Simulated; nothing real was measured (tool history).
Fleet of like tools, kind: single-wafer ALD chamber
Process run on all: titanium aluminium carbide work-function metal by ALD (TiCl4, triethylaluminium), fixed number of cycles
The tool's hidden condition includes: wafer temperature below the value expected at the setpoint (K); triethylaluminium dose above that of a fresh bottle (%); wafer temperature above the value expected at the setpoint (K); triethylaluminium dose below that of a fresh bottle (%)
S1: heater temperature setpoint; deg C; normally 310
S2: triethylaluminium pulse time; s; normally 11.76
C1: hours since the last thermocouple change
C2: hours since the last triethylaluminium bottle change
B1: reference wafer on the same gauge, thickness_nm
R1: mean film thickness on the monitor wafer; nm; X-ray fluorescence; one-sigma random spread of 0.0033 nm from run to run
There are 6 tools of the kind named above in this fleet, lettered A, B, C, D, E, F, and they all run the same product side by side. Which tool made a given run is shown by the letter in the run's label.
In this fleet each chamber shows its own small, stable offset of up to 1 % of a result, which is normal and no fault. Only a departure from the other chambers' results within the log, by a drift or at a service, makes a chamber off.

{"run": "1E", "hour": 2.9, "S1": 310, "S2": 11.76, "C1": 1231.6, "C2": 835.1, "B1": 1.7308, "R1": 2.1286}
{"hour": 4.7, "done": "chamber C: triethylaluminium bottle replaced"}
{"run": "2A", "hour": 5.7, "S1": 310, "S2": 11.76, "C1": 934.5, "C2": 1156.4, "B1": 1.7299, "R1": 2.0945}
{"run": "3B", "hour": 8.2, "S1": 310, "S2": 11.76, "C1": 1727.3, "C2": 113, "B1": 1.7308, "R1": 2.1122}
{"run": "4D", "hour": 11.5, "S1": 310, "S2": 11.76, "C1": 1183.2, "C2": 565.4, "B1": 1.7303, "R1": 2.1254}
{"run": "5F", "hour": 13.6, "S1": 325, "S2": 11.76, "C1": 241.1, "C2": 1244.4, "B1": 1.7309, "R1": 2.2343}
{"run": "6C", "hour": 18.1, "S1": 325, "S2": 11.76, "C1": 1905.4, "C2": 13.4, "B1": 1.7324, "R1": 2.237}
{"run": "7B", "hour": 20.5, "S1": 325, "S2": 11.76, "C1": 1739.6, "C2": 125.3, "B1": 1.7321, "R1": 2.2589}
{"run": "8D", "hour": 22.9, "S1": 325, "S2": 11.76, "C1": 1194.6, "C2": 576.8, "B1": 1.732, "R1": 2.2545}
{"run": "9C", "hour": 25.2, "S1": 325, "S2": 11.76, "C1": 1912.5, "C2": 20.5, "B1": 1.7323, "R1": 2.2361}
{"run": "10F", "hour": 27.4, "S1": 325, "S2": 11.76, "C1": 254.9, "C2": 1258.2, "B1": 1.7326, "R1": 2.2385}
{"run": "11E", "hour": 30.0, "S1": 310, "S2": 11.76, "C1": 1258.7, "C2": 862.2, "B1": 1.7333, "R1": 2.1279}
{"run": "12A", "hour": 32.3, "S1": 310, "S2": 11.76, "C1": 961.1, "C2": 1183, "B1": 1.7338, "R1": 2.1066}
{"run": "13D", "hour": 35.6, "S1": 310, "S2": 11.76, "C1": 1207.3, "C2": 589.5, "B1": 1.7331, "R1": 2.1301}
{"run": "14F", "hour": 37.7, "S1": 310, "S2": 11.76, "C1": 265.2, "C2": 1268.5, "B1": 1.7337, "R1": 2.109}
{"run": "15A", "hour": 42.2, "S1": 310, "S2": 11.76, "C1": 971, "C2": 1192.9, "B1": 1.7341, "R1": 2.1038}
{"run": "16B", "hour": 45.9, "S1": 310, "S2": 11.76, "C1": 1765, "C2": 150.7, "B1": 1.734, "R1": 2.1203}
{"run": "17C", "hour": 48.1, "S1": 310, "S2": 11.76, "C1": 1935.4, "C2": 43.4, "B1": 1.7345, "R1": 2.1048}
{"run": "18E", "hour": 50.9, "S1": 310, "S2": 11.76, "C1": 1279.6, "C2": 883.1, "B1": 1.7341, "R1": 2.1302}
{"run": "19D", "hour": 54.4, "S1": 310, "S2": 11.76, "C1": 1226.1, "C2": 608.3, "B1": 1.7349, "R1": 2.128}
{"run": "20C", "hour": 56.9, "S1": 310, "S2": 11.76, "C1": 1944.2, "C2": 52.2, "B1": 1.7356, "R1": 2.1108}
{"run": "21B", "hour": 61.1, "S1": 310, "S2": 11.76, "C1": 1780.2, "C2": 165.9, "B1": 1.7355, "R1": 2.1178}
{"run": "22E", "hour": 63.4, "S1": 310, "S2": 11.76, "C1": 1292.1, "C2": 895.6, "B1": 1.7364, "R1": 2.1341}
{"run": "23F", "hour": 65.4, "S1": 310, "S2": 11.76, "C1": 292.9, "C2": 1296.2, "B1": 1.7362, "R1": 2.1089}
{"run": "24A", "hour": 68.4, "S1": 310, "S2": 11.76, "C1": 997.2, "C2": 1219.1, "B1": 1.7369, "R1": 2.1074}
{"run": "25E", "hour": 72.0, "S1": 315, "S2": 15.4, "C1": 1300.7, "C2": 904.2, "B1": 1.7362, "R1": 2.2121}
{"run": "26D", "hour": 74.8, "S1": 315, "S2": 15.4, "C1": 1246.5, "C2": 628.7, "B1": 1.7368, "R1": 2.1981}
{"run": "27A", "hour": 77.8, "S1": 315, "S2": 15.4, "C1": 1006.6, "C2": 1228.5, "B1": 1.7375, "R1": 2.1856}
{"run": "28C", "hour": 80.5, "S1": 315, "S2": 15.4, "C1": 1967.8, "C2": 75.8, "B1": 1.7376, "R1": 2.1828}
{"run": "29B", "hour": 84.6, "S1": 315, "S2": 15.4, "C1": 1803.7, "C2": 189.4, "B1": 1.7377, "R1": 2.191}
{"run": "30F", "hour": 86.6, "S1": 315, "S2": 15.4, "C1": 314.1, "C2": 1317.4, "B1": 1.738, "R1": 2.1861}
{"run": "31F", "hour": 89.1, "S1": 310, "S2": 11.76, "C1": 316.6, "C2": 1319.9, "B1": 1.738, "R1": 2.111}
{"run": "32E", "hour": 93.5, "S1": 310, "S2": 11.76, "C1": 1322.2, "C2": 925.7, "B1": 1.7384, "R1": 2.1289}
{"run": "33A", "hour": 96.2, "S1": 310, "S2": 11.76, "C1": 1025, "C2": 1246.9, "B1": 1.7392, "R1": 2.1055}
{"run": "34B", "hour": 99.1, "S1": 310, "S2": 11.76, "C1": 1818.2, "C2": 203.9, "B1": 1.7386, "R1": 2.1203}
{"run": "35D", "hour": 101.6, "S1": 310, "S2": 13.93, "C1": 1273.3, "C2": 655.5, "B1": 1.7393, "R1": 2.1557}
{"run": "36C", "hour": 104.8, "S1": 310, "S2": 13.93, "C1": 1992.1, "C2": 100.1, "B1": 1.7394, "R1": 2.1427}
{"run": "37B", "hour": 109.0, "S1": 310, "S2": 13.93, "C1": 1828.1, "C2": 213.8, "B1": 1.7393, "R1": 2.1461}
{"run": "38A", "hour": 113.0, "S1": 310, "S2": 13.93, "C1": 1041.8, "C2": 1263.7, "B1": 1.7397, "R1": 2.1301}
{"run": "39D", "hour": 117.3, "S1": 310, "S2": 13.93, "C1": 1289, "C2": 671.2, "B1": 1.7407, "R1": 2.1531}

All chambers now run identical settings, listed one chamber a line with results as question marks. What results will each chamber show?
{"run": "40A", "hour": 120.6, "S1": 323, "S2": 11.76, "R1": "?"}
{"run": "40B", "hour": 120.6, "S1": 323, "S2": 11.76, "R1": "?"}
{"run": "40C", "hour": 120.6, "S1": 323, "S2": 11.76, "R1": "?"}
{"run": "40D", "hour": 120.6, "S1": 323, "S2": 11.76, "R1": "?"}
{"run": "40E", "hour": 120.6, "S1": 323, "S2": 11.76, "R1": "?"}
{"run": "40F", "hour": 120.6, "S1": 323, "S2": 11.76, "R1": "?"}

run=40A R1=2.2268
run=40B R1=2.2486
run=40C R1=2.2272
run=40D R1=2.2518
run=40E R1=2.2482
run=40F R1=2.2333
